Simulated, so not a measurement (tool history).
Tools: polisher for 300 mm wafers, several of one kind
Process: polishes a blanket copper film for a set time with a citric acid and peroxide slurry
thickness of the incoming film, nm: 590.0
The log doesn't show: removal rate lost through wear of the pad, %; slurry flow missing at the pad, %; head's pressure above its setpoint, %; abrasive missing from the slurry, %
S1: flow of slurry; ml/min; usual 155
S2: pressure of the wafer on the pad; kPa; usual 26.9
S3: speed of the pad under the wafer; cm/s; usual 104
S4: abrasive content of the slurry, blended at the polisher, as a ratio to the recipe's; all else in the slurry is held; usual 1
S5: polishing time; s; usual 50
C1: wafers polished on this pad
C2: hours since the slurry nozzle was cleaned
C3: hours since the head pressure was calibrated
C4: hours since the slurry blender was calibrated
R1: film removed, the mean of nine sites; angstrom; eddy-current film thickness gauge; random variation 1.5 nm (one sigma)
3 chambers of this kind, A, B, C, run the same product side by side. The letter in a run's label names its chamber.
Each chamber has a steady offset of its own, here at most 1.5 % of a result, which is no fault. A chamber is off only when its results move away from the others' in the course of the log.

run,hour,S1,S2,S3,S4,S5,C1,C2,C3,C4,R1
1C,3.7,155,26.9,104,1,50,866,219,741.6,183.9,1707.5
# hour 4.7: chamber A: head pressure recalibrated
2A,8,155,26.9,104,1,50,457,680.7,3.4,135.5,1687.7
3B,11.5,155,26.9,104,1,50,1180,340.8,64.1,23.8,1721.1
4B,14,155,26.9,104,1,50,1209,343.3,66.6,26.3,1722.2
5C,17,155,26.9,104,1,50,1020,232.3,754.9,197.2,1730.7
6A,19.2,155,26.9,104,1,50,586,691.9,14.6,146.7,1693.9
7B,23.5,155,26.9,104,1,50,1319,352.8,76.1,35.8,1742.5
8A,25.7,155,26.9,104,1,50,661,698.4,21.1,153.2,1692.3
# hour 26.8: chamber B: worn pad replaced by a new one
9C,30.2,155,26.9,104,1,50,1172,245.5,768.1,210.4,1723.8
10B,33.8,155,26.9,104,1,50,81,363.1,86.4,46.1,1734.4
# hour 33.9: chamber A: worn pad replaced by a new one
11A,36.1,155,30.3,104,1,50,25,708.8,31.5,163.6,1912.1
12C,39.1,155,30.3,104,1,50,1274,254.4,777,219.3,1920.1
# hour 40.6: chamber C: slurry nozzle cleaned
13A,42.5,155,30.3,104,1,50,99,715.2,37.9,170,1902.7
14C,45,155,26.9,104,1,50,1342,4.4,782.9,225.2,1697
15B,48,155,26.9,104,1,50,245,377.3,100.6,60.3,1732.3
16B,51,155,26.9,104,1,50,279,380.3,103.6,63.3,1762.4
# hour 53.9: chamber A: slurry nozzle cleaned
17C,54.5,155,26.9,104,1,50,1452,13.9,792.4,234.7,1728.4
18A,57.3,155,26.9,104,1,50,270,3.5,52.7,184.8,1683.6
19B,60.6,155,26.9,104,1.15,50,390,389.9,113.2,72.9,1772.4
20A,64.6,155,26.9,104,1.15,50,354,10.8,60,192.1,1754.7
21C,67.4,155,26.9,104,1.15,50,1601,26.8,805.3,247.6,1769
22A,70.2,155,26.9,104,1,50,418,16.4,65.6,197.7,1674.8
# hour 70.5: chamber C: worn pad replaced by a new one
# hour 72.7: chamber A: slurry blender recalibrated
23C,74,155,26.9,104,1,50,41,33.4,811.9,254.2,1729.8
24B,76.4,155,26.9,104,1,50,572,405.7,129,88.7,1742.2
# hour 77.1: chamber B: slurry nozzle cleaned
25B,80.4,155,26.9,104,1,50,618,3.3,133,92.7,1754.6
26C,83.8,155,26.9,104,1,50,154,43.2,821.7,264,1729.5
27A,87.6,155,26.9,104,1,50,619,33.8,83,15,1712.3
28B,92.2,155,26.9,104,1,50,754,15.1,144.8,104.5,1719.3
29C,94.4,155,26.9,104,1,59,276,53.8,832.3,274.6,2019.7
30A,98.3,155,26.9,104,1,59,742,44.5,93.7,25.7,1993.1
31C,102.4,155,26.9,104,1,59,368,61.8,840.3,282.6,2016.5
# hour 103.6: chamber B: slurry blender recalibrated
32A,104.8,155,26.9,104,1,50,817,51,100.2,32.2,1712.6
# hour 108: chamber A: worn pad replaced by a new one
33B,108.9,155,26.9,86,1,50,947,31.8,161.5,5.3,1436.3
34C,113.6,155,26.9,86,1,50,498,73,851.5,293.8,1405.8
35A,116.3,155,26.9,86,1,50,96,62.5,111.7,43.7,1420.9
36B,119.5,155,26.9,104,1,50,1069,42.4,172.1,15.9,1700.7
37A,123.4,155,26.9,104,1,50,177,69.6,118.8,50.8,1747.4
# hour 125.7: chamber C: head pressure recalibrated
38C,128,155,26.9,104,1,50,664,87.4,2.3,308.2,1718.3
39B,131.3,110,31.7,104,1,50,1205,54.2,183.9,27.7,1910.2
40A,133.8,110,31.7,104,1,50,297,80,129.2,61.2,1884.1
41C,138.2,110,31.7,104,1,50,781,97.6,12.5,318.4,1870.9
# hour 139.8: chamber B: worn pad replaced by a new one
42B,141.1,155,26.9,104,1,50,15,64,193.7,37.5,1747
43B,143.2,155,31,104,1,50,40,66.1,195.8,39.6,1980.1

Next, every chamber runs the same settings. What will each give?
44A,146.6,155,26.9,104,1,50,,,,,?
44B,146.6,155,26.9,104,1,50,,,,,?
44C,146.6,155,26.9,104,1,50,,,,,?

run,R1
44A,1705.6
44B,1749.1
44C,1719.4
